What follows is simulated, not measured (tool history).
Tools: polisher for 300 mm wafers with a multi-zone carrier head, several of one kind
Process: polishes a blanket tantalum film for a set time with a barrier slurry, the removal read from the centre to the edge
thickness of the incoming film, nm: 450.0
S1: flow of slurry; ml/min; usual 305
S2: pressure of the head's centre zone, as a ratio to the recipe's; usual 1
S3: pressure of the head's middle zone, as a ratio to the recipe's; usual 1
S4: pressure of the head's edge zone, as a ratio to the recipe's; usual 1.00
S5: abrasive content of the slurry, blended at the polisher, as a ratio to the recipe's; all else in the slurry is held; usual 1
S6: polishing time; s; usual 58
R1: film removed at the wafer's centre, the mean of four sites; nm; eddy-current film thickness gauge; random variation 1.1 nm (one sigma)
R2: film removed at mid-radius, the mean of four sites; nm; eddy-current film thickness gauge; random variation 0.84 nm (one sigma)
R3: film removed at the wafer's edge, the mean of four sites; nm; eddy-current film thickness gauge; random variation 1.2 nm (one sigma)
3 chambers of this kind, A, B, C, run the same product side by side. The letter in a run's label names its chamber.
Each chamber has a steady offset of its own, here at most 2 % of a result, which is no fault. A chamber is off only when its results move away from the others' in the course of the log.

run,hour,S1,S2,S3,S4,S5,S6,R1,R2,R3
# hour 11.0: chamber A: worn pad replaced by a new one
1C,12.9,305,1,1,1.00,1,58,94.350,93.263,94.271
2B,28.8,305,1,1,1.00,1,58,92.064,93.280,94.261
# hour 31.5: chamber C: worn pad replaced by a new one
3A,44.5,305,1,1,1.00,1,58,94.715,94.016,94.731
4B,60.4,305,1,1,1.00,1,58,95.231,94.584,95.842
# hour 61.3: chamber A: edge zone pressure recalibrated
# hour 73.4: chamber B: centre zone pressure recalibrated
5C,76.5,305,1,1,1.00,1,58,95.258,94.285,95.412
6A,86.4,305,1,1,1.00,1,58,93.743,93.591,95.318
# hour 97.3: chamber A: slurry nozzle cleaned
7C,99.0,305,1,1,1.00,1,58,93.595,94.992,92.440
8A,110.7,305,1,1,1.00,1,58,94.963,93.927,92.337
9B,122.6,305,1,1,1.00,1,58,94.092,94.770,94.493
10C,135.6,305,1,1,1.00,1,58,95.705,94.480,93.876
11A,142.9,305,1,1,1.11,1,58,92.864,94.583,98.795
# hour 153.8: chamber A: worn pad replaced by a new one
12B,154.7,305,1,1,1.11,1,58,92.839,93.729,100.440
13A,169.7,305,1,1,1.11,1,58,95.915,92.272,100.040
# hour 171.8: chamber B: worn pad replaced by a new one
# hour 175.5: chamber B: edge zone pressure recalibrated
14C,177.5,305,1,1,1.00,1,58,94.164,93.099,94.203
15B,190.6,305,1,1,1.00,1,58,93.257,94.089,94.181
16C,201.1,305,1,1,1.00,1,66,106.040,106.450,108.350
17B,214.6,305,1,1,1.00,1,66,106.330,109.140,110.700
18A,229.4,305,1,1,1.00,1,66,109.070,105.290,105.680
19B,243.1,305,1,1,1.00,1,58,95.711,94.779,96.658
20A,257.1,305,1,1,1.00,1,58,93.101,92.994,93.514

All 3 chambers run these settings next. Forecast each chamber's results:
21A,268.6,305,1,1,1.00,1,72,?,?,?
21B,268.6,305,1,1,1.00,1,72,?,?,?
21C,268.6,305,1,1,1.00,1,72,?,?,?

run,R1,R2,R3
21A,116.470,115.000,116.270
21B,116.770,117.570,118.980
21C,116.650,117.670,118.360
